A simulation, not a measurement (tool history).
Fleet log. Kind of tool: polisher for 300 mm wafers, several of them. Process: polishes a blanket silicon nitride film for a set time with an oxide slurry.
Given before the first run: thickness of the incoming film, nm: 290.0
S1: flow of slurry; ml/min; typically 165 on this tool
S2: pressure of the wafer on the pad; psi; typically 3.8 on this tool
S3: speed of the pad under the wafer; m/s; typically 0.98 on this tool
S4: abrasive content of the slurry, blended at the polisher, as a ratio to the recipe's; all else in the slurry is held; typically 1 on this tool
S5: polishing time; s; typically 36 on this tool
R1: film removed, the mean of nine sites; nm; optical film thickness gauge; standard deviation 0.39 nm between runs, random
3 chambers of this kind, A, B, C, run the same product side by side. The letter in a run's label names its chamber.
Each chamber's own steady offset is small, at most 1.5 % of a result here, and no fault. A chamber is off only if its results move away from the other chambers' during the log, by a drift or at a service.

{"run": "1B", "hour": 12.8, "S1": 165, "S2": 3.8, "S3": 0.98, "S4": 1, "S5": 36, "R1": 28.68}
{"hour": 13.4, "done": "chamber B: worn pad replaced by a new one"}
{"hour": 15.2, "done": "chamber A: worn pad replaced by a new one"}
{"run": "2A", "hour": 20.1, "S1": 165, "S2": 3.8, "S3": 0.98, "S4": 1, "S5": 36, "R1": 28.223}
{"run": "3C", "hour": 27.2, "S1": 165, "S2": 3.8, "S3": 0.98, "S4": 1, "S5": 36, "R1": 29.506}
{"run": "4B", "hour": 40.6, "S1": 165, "S2": 3.8, "S3": 0.98, "S4": 1, "S5": 36, "R1": 28.618}
{"hour": 48.3, "done": "chamber C: slurry blender recalibrated"}
{"run": "5C", "hour": 49.3, "S1": 165, "S2": 3.8, "S3": 0.98, "S4": 1, "S5": 36, "R1": 28.68}
{"hour": 53.0, "done": "chamber C: worn pad replaced by a new one"}
{"run": "6A", "hour": 61.0, "S1": 165, "S2": 3.8, "S3": 0.98, "S4": 1, "S5": 36, "R1": 28.234}
{"run": "7A", "hour": 69.2, "S1": 165, "S2": 3.8, "S3": 0.98, "S4": 1, "S5": 36, "R1": 28.227}
{"hour": 74.8, "done": "chamber C: conditioning disc replaced and pad reconditioned"}
{"hour": 79.2, "done": "chamber A: conditioning disc replaced and pad reconditioned"}
{"run": "8B", "hour": 84.4, "S1": 210, "S2": 3.8, "S3": 0.98, "S4": 1, "S5": 45, "R1": 37.183}
{"hour": 89.0, "done": "chamber A: worn pad replaced by a new one"}
{"run": "9C", "hour": 91.7, "S1": 210, "S2": 3.8, "S3": 0.98, "S4": 1, "S5": 45, "R1": 37.435}
{"hour": 95.3, "done": "chamber B: worn pad replaced by a new one"}
{"hour": 98.1, "done": "chamber A: slurry blender recalibrated"}
{"run": "10C", "hour": 99.1, "S1": 210, "S2": 3.8, "S3": 0.98, "S4": 1, "S5": 45, "R1": 37.962}
{"run": "11B", "hour": 112.9, "S1": 165, "S2": 4.2, "S3": 0.98, "S4": 1, "S5": 36, "R1": 32.079}
{"run": "12A", "hour": 120.6, "S1": 165, "S2": 4.2, "S3": 0.98, "S4": 1, "S5": 36, "R1": 30.777}
{"hour": 121.2, "done": "chamber C: head pressure recalibrated"}
{"hour": 128.5, "done": "chamber C: worn pad replaced by a new one"}
{"run": "13B", "hour": 135.9, "S1": 165, "S2": 4.2, "S3": 0.98, "S4": 1, "S5": 36, "R1": 31.222}
{"hour": 136.3, "done": "chamber A: head pressure recalibrated"}
{"run": "14C", "hour": 148.1, "S1": 165, "S2": 3.8, "S3": 0.98, "S4": 1, "S5": 36, "R1": 28.965}
{"hour": 154.2, "done": "chamber B: slurry nozzle cleaned"}
{"hour": 160.5, "done": "chamber C: slurry blender recalibrated"}
{"run": "15A", "hour": 163.0, "S1": 165, "S2": 3.8, "S3": 0.98, "S4": 1, "S5": 36, "R1": 25.068}
{"hour": 164.9, "done": "chamber A: worn pad replaced by a new one"}
{"hour": 177.0, "done": "chamber B: worn pad replaced by a new one"}
{"run": "16B", "hour": 177.3, "S1": 165, "S2": 3.8, "S3": 0.98, "S4": 1, "S5": 36, "R1": 28.908}
{"hour": 179.5, "done": "chamber C: slurry nozzle cleaned"}
{"run": "17A", "hour": 192.5, "S1": 165, "S2": 3.8, "S3": 1.26, "S4": 1, "S5": 36, "R1": 30.887}
{"run": "18C", "hour": 202.7, "S1": 165, "S2": 3.8, "S3": 1.26, "S4": 1, "S5": 36, "R1": 36.083}
{"hour": 205.3, "done": "chamber A: conditioning disc replaced and pad reconditioned"}
{"hour": 217.7, "done": "chamber C: worn pad replaced by a new one"}
{"run": "19B", "hour": 217.8, "S1": 165, "S2": 3.8, "S3": 1.26, "S4": 1, "S5": 36, "R1": 34.978}
{"run": "20C", "hour": 225.1, "S1": 165, "S2": 3.8, "S3": 0.98, "S4": 1, "S5": 36, "R1": 29.124}
{"run": "21A", "hour": 236.3, "S1": 165, "S2": 3.8, "S3": 0.98, "S4": 1, "S5": 36, "R1": 25.279}
{"hour": 245.4, "done": "chamber A: worn pad replaced by a new one"}
{"run": "22C", "hour": 248.2, "S1": 165, "S2": 3.8, "S3": 0.98, "S4": 1, "S5": 36, "R1": 28.851}
{"hour": 251.7, "done": "chamber B: worn pad replaced by a new one"}
{"run": "23B", "hour": 255.8, "S1": 165, "S2": 3.8, "S3": 0.98, "S4": 1, "S5": 36, "R1": 28.519}
{"hour": 256.2, "done": "chamber C: slurry blender recalibrated"}
{"run": "24A", "hour": 262.6, "S1": 165, "S2": 3.8, "S3": 0.98, "S4": 1, "S5": 36, "R1": 25.449}
{"run": "25B", "hour": 274.3, "S1": 165, "S2": 3.8, "S3": 0.98, "S4": 1, "S5": 36, "R1": 28.811}
{"run": "26C", "hour": 284.6, "S1": 165, "S2": 3.8, "S3": 0.98, "S4": 1, "S5": 36, "R1": 28.596}
{"hour": 290.9, "done": "chamber C: worn pad replaced by a new one"}
{"run": "27A", "hour": 292.1, "S1": 165, "S2": 3.8, "S3": 0.98, "S4": 1, "S5": 36, "R1": 25.069}
{"run": "28B", "hour": 298.9, "S1": 165, "S2": 3.8, "S3": 0.98, "S4": 1, "S5": 36, "R1": 28.848}
{"hour": 303.0, "done": "chamber C: conditioning disc replaced and pad reconditioned"}
{"run": "29C", "hour": 306.1, "S1": 165, "S2": 3.8, "S3": 0.98, "S4": 1, "S5": 36, "R1": 28.853}
{"run": "30A", "hour": 317.4, "S1": 165, "S2": 3.8, "S3": 0.98, "S4": 1, "S5": 36, "R1": 25.459}
{"hour": 322.8, "done": "chamber B: worn pad replaced by a new one"}
{"run": "31C", "hour": 324.8, "S1": 140, "S2": 3.8, "S3": 0.98, "S4": 1, "S5": 46, "R1": 36.706}
{"hour": 325.0, "done": "chamber B: slurry blender recalibrated"}
{"hour": 328.1, "done": "chamber A: worn pad replaced by a new one"}
{"run": "32A", "hour": 339.1, "S1": 140, "S2": 3.8, "S3": 0.98, "S4": 1, "S5": 46, "R1": 31.399}
{"run": "33B", "hour": 350.3, "S1": 140, "S2": 3.8, "S3": 0.98, "S4": 1, "S5": 46, "R1": 34.54}
{"run": "34C", "hour": 360.1, "S1": 165, "S2": 3.8, "S3": 0.98, "S4": 1, "S5": 36, "R1": 28.962}
{"hour": 364.9, "done": "chamber C: worn pad replaced by a new one"}
{"hour": 366.5, "done": "chamber B: conditioning disc replaced and pad reconditioned"}
{"hour": 368.3, "done": "chamber C: slurry blender recalibrated"}
{"run": "35A", "hour": 370.1, "S1": 165, "S2": 3.8, "S3": 0.98, "S4": 1, "S5": 36, "R1": 25.164}
{"hour": 373.9, "done": "chamber A: conditioning disc replaced and pad reconditioned"}
{"run": "36B", "hour": 385.4, "S1": 165, "S2": 3.8, "S3": 0.98, "S4": 1, "S5": 36, "R1": 28.782}
{"run": "37A", "hour": 396.2, "S1": 165, "S2": 3.8, "S3": 0.98, "S4": 1, "S5": 36, "R1": 25.508}
{"run": "38B", "hour": 403.8, "S1": 165, "S2": 3.8, "S3": 0.98, "S4": 1, "S5": 36, "R1": 28.576}
{"hour": 412.4, "done": "chamber C: head pressure recalibrated"}
{"run": "39C", "hour": 415.3, "S1": 165, "S2": 3.8, "S3": 0.98, "S4": 1, "S5": 36, "R1": 29.321}

Has any chamber moved away from the others, gradually or after a service, or does the common gauge drift, or do the chambers differ only by their own small steady offsets? State the chamber and the most likely cause if one applies.

Chamber A has stood off from the others ever since a service on it.
Most likely cause: head's pressure below its setpoint, % = 11.7.

Below are 4 candidate recipes for chamber A's next run, each the usual settings with a change, their results shown as question marks. Which of them brings A's results back in line with what the other chambers give on the usual settings?
Allowed miss from the other chambers' usual-settings mean, per result, to count as in line: R1 1.400 nm
{"run": "40A-1", "hour": 426.4, "S1": 165, "S2": 3.8, "S3": 1.12, "S4": 1.05, "S5": 36, "R1": "?"}
{"run": "40A-2", "hour": 426.4, "S1": 165, "S2": 3.6, "S3": 0.98, "S4": 1.0, "S5": 36, "R1": "?"}
{"run": "40A-3", "hour": 426.4, "S1": 165, "S2": 3.8, "S3": 1.0, "S4": 1.0, "S5": 37, "R1": "?"}
{"run": "40A-4", "hour": 426.4, "S1": 165, "S2": 3.4, "S3": 0.98, "S4": 0.95, "S5": 36, "R1": "?"}

Mean of the other chambers on the usual settings: R1 28.829 nm
run=40A-1 R1=28.737
run=40A-2 R1=23.948
run=40A-3 R1=26.391
run=40A-4 R1=22.100
It is 40A-1 that realigns the chamber with its peers.
